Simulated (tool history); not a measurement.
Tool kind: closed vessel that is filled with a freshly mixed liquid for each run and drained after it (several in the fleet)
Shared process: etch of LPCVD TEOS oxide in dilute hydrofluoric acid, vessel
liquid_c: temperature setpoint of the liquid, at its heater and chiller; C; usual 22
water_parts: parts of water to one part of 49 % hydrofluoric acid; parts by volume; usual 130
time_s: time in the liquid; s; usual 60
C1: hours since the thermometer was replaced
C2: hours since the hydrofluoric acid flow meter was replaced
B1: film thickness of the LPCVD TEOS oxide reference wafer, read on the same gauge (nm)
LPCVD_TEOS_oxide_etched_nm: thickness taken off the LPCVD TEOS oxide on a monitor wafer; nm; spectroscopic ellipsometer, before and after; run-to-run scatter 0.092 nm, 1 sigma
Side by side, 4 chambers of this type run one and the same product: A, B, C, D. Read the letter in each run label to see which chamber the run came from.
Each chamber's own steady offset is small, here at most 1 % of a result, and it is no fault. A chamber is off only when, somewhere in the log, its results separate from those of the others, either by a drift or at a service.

{"run": "1B", "hour": 12.8, "liquid_c": 22, "water_parts": 130, "time_s": 60, "C1": 109.6, "C2": 574.2, "B1": 79.965, "LPCVD_TEOS_oxide_etched_nm": 16.402}
{"hour": 21.7, "done": "chamber B: hydrofluoric acid flow meter replaced"}
{"run": "2D", "hour": 28.2, "liquid_c": 22, "water_parts": 130, "time_s": 60, "C1": 596.2, "C2": 604.6, "B1": 79.982, "LPCVD_TEOS_oxide_etched_nm": 16.325}
{"run": "3C", "hour": 38.5, "liquid_c": 22, "water_parts": 130, "time_s": 60, "C1": 691.9, "C2": 607.4, "B1": 80.003, "LPCVD_TEOS_oxide_etched_nm": 16.446}
{"run": "4A", "hour": 50.8, "liquid_c": 22, "water_parts": 130, "time_s": 60, "C1": 500.3, "C2": 920.1, "B1": 80.04, "LPCVD_TEOS_oxide_etched_nm": 16.432}
{"run": "5C", "hour": 61.8, "liquid_c": 22, "water_parts": 130, "time_s": 60, "C1": 715.2, "C2": 630.7, "B1": 80.006, "LPCVD_TEOS_oxide_etched_nm": 16.498}
{"run": "6D", "hour": 71.2, "liquid_c": 22, "water_parts": 130, "time_s": 60, "C1": 639.2, "C2": 647.6, "B1": 80.025, "LPCVD_TEOS_oxide_etched_nm": 16.368}
{"run": "7B", "hour": 85.1, "liquid_c": 22, "water_parts": 130, "time_s": 60, "C1": 181.9, "C2": 63.4, "B1": 79.981, "LPCVD_TEOS_oxide_etched_nm": 16.458}
{"run": "8A", "hour": 92.4, "liquid_c": 22, "water_parts": 130, "time_s": 60, "C1": 541.9, "C2": 961.7, "B1": 80.035, "LPCVD_TEOS_oxide_etched_nm": 16.267}
{"run": "9D", "hour": 101.9, "liquid_c": 22, "water_parts": 130, "time_s": 60, "C1": 669.9, "C2": 678.3, "B1": 80.014, "LPCVD_TEOS_oxide_etched_nm": 16.289}
{"run": "10B", "hour": 116.5, "liquid_c": 22, "water_parts": 170, "time_s": 60, "C1": 213.3, "C2": 94.8, "B1": 80.015, "LPCVD_TEOS_oxide_etched_nm": 12.075}
{"run": "11C", "hour": 131.3, "liquid_c": 22, "water_parts": 170, "time_s": 60, "C1": 784.7, "C2": 700.2, "B1": 80.002, "LPCVD_TEOS_oxide_etched_nm": 12.019}
{"run": "12A", "hour": 142.6, "liquid_c": 22, "water_parts": 170, "time_s": 60, "C1": 592.1, "C2": 1011.9, "B1": 80.007, "LPCVD_TEOS_oxide_etched_nm": 12.063}
{"run": "13C", "hour": 155.9, "liquid_c": 22, "water_parts": 170, "time_s": 60, "C1": 809.3, "C2": 724.8, "B1": 80.043, "LPCVD_TEOS_oxide_etched_nm": 11.875}
{"run": "14D", "hour": 168.8, "liquid_c": 22, "water_parts": 130, "time_s": 60, "C1": 736.8, "C2": 745.2, "B1": 79.982, "LPCVD_TEOS_oxide_etched_nm": 16.366}
{"hour": 170.6, "done": "chamber D: thermometer replaced"}
{"run": "15A", "hour": 177.0, "liquid_c": 22, "water_parts": 130, "time_s": 60, "C1": 626.5, "C2": 1046.3, "B1": 79.986, "LPCVD_TEOS_oxide_etched_nm": 16.47}
{"run": "16B", "hour": 191.7, "liquid_c": 22, "water_parts": 160, "time_s": 60, "C1": 288.5, "C2": 170, "B1": 79.994, "LPCVD_TEOS_oxide_etched_nm": 12.963}
{"run": "17C", "hour": 199.1, "liquid_c": 22, "water_parts": 160, "time_s": 60, "C1": 852.5, "C2": 768, "B1": 80.036, "LPCVD_TEOS_oxide_etched_nm": 12.858}
{"run": "18B", "hour": 214.0, "liquid_c": 22, "water_parts": 160, "time_s": 60, "C1": 310.8, "C2": 192.3, "B1": 80.015, "LPCVD_TEOS_oxide_etched_nm": 13.068}
{"run": "19D", "hour": 222.9, "liquid_c": 22, "water_parts": 160, "time_s": 60, "C1": 52.3, "C2": 799.3, "B1": 79.992, "LPCVD_TEOS_oxide_etched_nm": 12.906}
{"run": "20A", "hour": 232.7, "liquid_c": 22, "water_parts": 130, "time_s": 60, "C1": 682.2, "C2": 1102, "B1": 79.999, "LPCVD_TEOS_oxide_etched_nm": 16.425}
{"run": "21B", "hour": 245.3, "liquid_c": 22, "water_parts": 130, "time_s": 60, "C1": 342.1, "C2": 223.6, "B1": 79.974, "LPCVD_TEOS_oxide_etched_nm": 16.44}
{"run": "22C", "hour": 257.8, "liquid_c": 22, "water_parts": 85, "time_s": 60, "C1": 911.2, "C2": 826.7, "B1": 79.971, "LPCVD_TEOS_oxide_etched_nm": 26.805}
{"run": "23D", "hour": 265.8, "liquid_c": 22, "water_parts": 85, "time_s": 60, "C1": 95.2, "C2": 842.2, "B1": 79.998, "LPCVD_TEOS_oxide_etched_nm": 26.497}
{"run": "24A", "hour": 279.0, "liquid_c": 22, "water_parts": 85, "time_s": 60, "C1": 728.5, "C2": 1148.3, "B1": 80.023, "LPCVD_TEOS_oxide_etched_nm": 26.492}
{"run": "25B", "hour": 286.1, "liquid_c": 22, "water_parts": 85, "time_s": 60, "C1": 382.9, "C2": 264.4, "B1": 80.036, "LPCVD_TEOS_oxide_etched_nm": 26.268}
{"run": "26D", "hour": 297.9, "liquid_c": 22, "water_parts": 130, "time_s": 60, "C1": 127.3, "C2": 874.3, "B1": 80.001, "LPCVD_TEOS_oxide_etched_nm": 16.356}
{"run": "27A", "hour": 308.1, "liquid_c": 22, "water_parts": 130, "time_s": 60, "C1": 757.6, "C2": 1177.4, "B1": 80.007, "LPCVD_TEOS_oxide_etched_nm": 16.4}
{"run": "28C", "hour": 320.9, "liquid_c": 22, "water_parts": 175, "time_s": 45, "C1": 974.3, "C2": 889.8, "B1": 79.969, "LPCVD_TEOS_oxide_etched_nm": 8.6956}
{"run": "29C", "hour": 332.9, "liquid_c": 22, "water_parts": 175, "time_s": 45, "C1": 986.3, "C2": 901.8, "B1": 80.006, "LPCVD_TEOS_oxide_etched_nm": 8.7781}
{"run": "30D", "hour": 345.3, "liquid_c": 22, "water_parts": 175, "time_s": 45, "C1": 174.7, "C2": 921.7, "B1": 79.988, "LPCVD_TEOS_oxide_etched_nm": 8.8007}
{"run": "31B", "hour": 353.3, "liquid_c": 22, "water_parts": 175, "time_s": 45, "C1": 450.1, "C2": 331.6, "B1": 79.999, "LPCVD_TEOS_oxide_etched_nm": 8.788}
{"run": "32A", "hour": 368.2, "liquid_c": 22, "water_parts": 130, "time_s": 60, "C1": 817.7, "C2": 1237.5, "B1": 79.979, "LPCVD_TEOS_oxide_etched_nm": 16.406}

Read the log: is a single chamber off, either drifting away or since a service, is the gauge that measures every chamber drifting, or is nothing wrong beyond small per-chamber offsets? Name any odd chamber and what most likely caused it.

All chambers stay in line apart from their small fixed offsets, and the gauge does not drift.
